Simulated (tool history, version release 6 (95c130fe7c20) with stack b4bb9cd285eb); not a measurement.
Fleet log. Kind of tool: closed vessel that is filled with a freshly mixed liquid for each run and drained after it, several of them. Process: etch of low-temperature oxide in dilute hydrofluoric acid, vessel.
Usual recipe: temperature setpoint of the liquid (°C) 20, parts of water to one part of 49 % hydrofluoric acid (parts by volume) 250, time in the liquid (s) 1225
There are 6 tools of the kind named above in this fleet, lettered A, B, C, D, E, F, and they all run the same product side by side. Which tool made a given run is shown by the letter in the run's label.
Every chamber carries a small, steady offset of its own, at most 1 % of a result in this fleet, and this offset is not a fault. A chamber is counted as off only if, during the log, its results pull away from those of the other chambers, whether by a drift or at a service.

run	hour	temperature setpoint of the liquid (°C)	parts of water to one part of 49 % hydrofluoric acid (parts by volume)	time in the liquid (s)	hours since the thermometer was replaced	hours since the hydrofluoric acid flow meter was replaced	read-back film thickness of the low-temperature oxide reference wafer, read on the same gauge (nm)	thickness taken off the low-temperature oxide on a monitor wafer (nm)
1C	6.3	20	250	1225	1474.4	1206.7	70.01	59.757
2F	17.3	20	250	1225	643.5	552.9	69.986	59.791
3B	27.4	20	250	1225	1225.4	330.4	70.029	59.262
4A	38.2	20	250	1225	1132	1231.2	70.039	58.578
5E	43.7	17	250	1225	959.7	529.2	70.022	53.188
# hour 48.8: chamber E: hydrofluoric acid flow meter replaced
6D	49.8	17	250	1225	1439.6	262.7	69.981	52.424
7F	55.2	17	250	1225	681.4	590.8	70.016	53.333
8C	61.2	17	250	1225	1529.3	1261.6	69.992	52.693
9E	70	17	250	1225	986	21.3	69.99	53.224
10B	79.9	17	250	1225	1277.9	382.9	70.001	53.147
11D	89.2	20	250	1225	1479	302.1	70.009	58.881
12A	96.9	17	250	1225	1190.7	1289.9	70.001	52.779
13E	103.6	17	250	1225	1019.6	54.9	70.04	52.659
14D	110.1	17	250	1225	1499.9	323	70.04	52.688
15B	115.6	17	250	1225	1313.6	418.6	70.019	54.539
16A	123.6	17	250	1225	1217.4	1316.6	69.995	53.066
17C	131.6	17	250	1225	1599.7	1332	69.999	52.404
18F	137.6	20	250	1225	763.8	673.2	69.989	59.144
19F	148.8	20	250	1225	775	684.4	70.015	60.057
20D	154.7	20	250	1225	1544.5	367.6	69.955	58.952
21A	160.6	20	250	1225	1254.4	1353.6	70.003	59.062
22E	171	20	250	1225	1087	122.3	69.992	59.942
23C	180.4	23.5	250	1225	1648.5	1380.8	69.992	67.161
24B	186.5	23.5	250	1225	1384.5	489.5	69.999	70.779
25D	197.6	23.5	250	1225	1587.4	410.5	69.99	66.79
# hour 202.5: chamber F: hydrofluoric acid flow meter replaced
26F	206.4	23.5	250	1225	832.6	4	70.049	67.58
27B	216.2	23.5	250	1225	1414.2	519.2	70.028	70.708
28E	227.1	23.5	250	1225	1143.1	178.4	69.987	66.466
29A	236.9	20	250	1225	1330.7	1429.9	70.02	58.101
30C	247.3	20	250	1225	1715.4	1447.7	70.007	59.607
31A	253.2	20	250	1225	1347	1446.2	69.978	59.451
# hour 260.4: chamber D: thermometer replaced
32E	261	20	250	1225	1177	212.3	69.983	59.782
33C	270.3	20	250	1225	1738.4	1470.7	70.033	60.169
34F	278.8	20	250	1225	905	76.4	70.007	59.517
35D	285.1	20	250	1225	24.7	498	70.006	59.659
36B	295.1	20	250	1225	1493.1	598.1	70	63.17
37D	305.9	20	250	1225	45.5	518.8	70.007	59.284
38A	315.6	20	250	1225	1409.4	1508.6	70.019	59.098
39C	321.5	20	250	1225	1789.6	1521.9	69.996	59.932

All chambers now run identical settings, listed one chamber a line with results as question marks. What results will each chamber show?
40A	329.6	20	250	1225				?
40B	329.6	20	250	1225				?
40C	329.6	20	250	1225				?
40D	329.6	20	250	1225				?
40E	329.6	20	250	1225				?
40F	329.6	20	250	1225				?

run	thickness taken off the low-temperature oxide on a monitor wafer (nm)
40A	58.643
40B	64.049
40C	59.963
40D	59.271
40E	59.12
40F	59.606
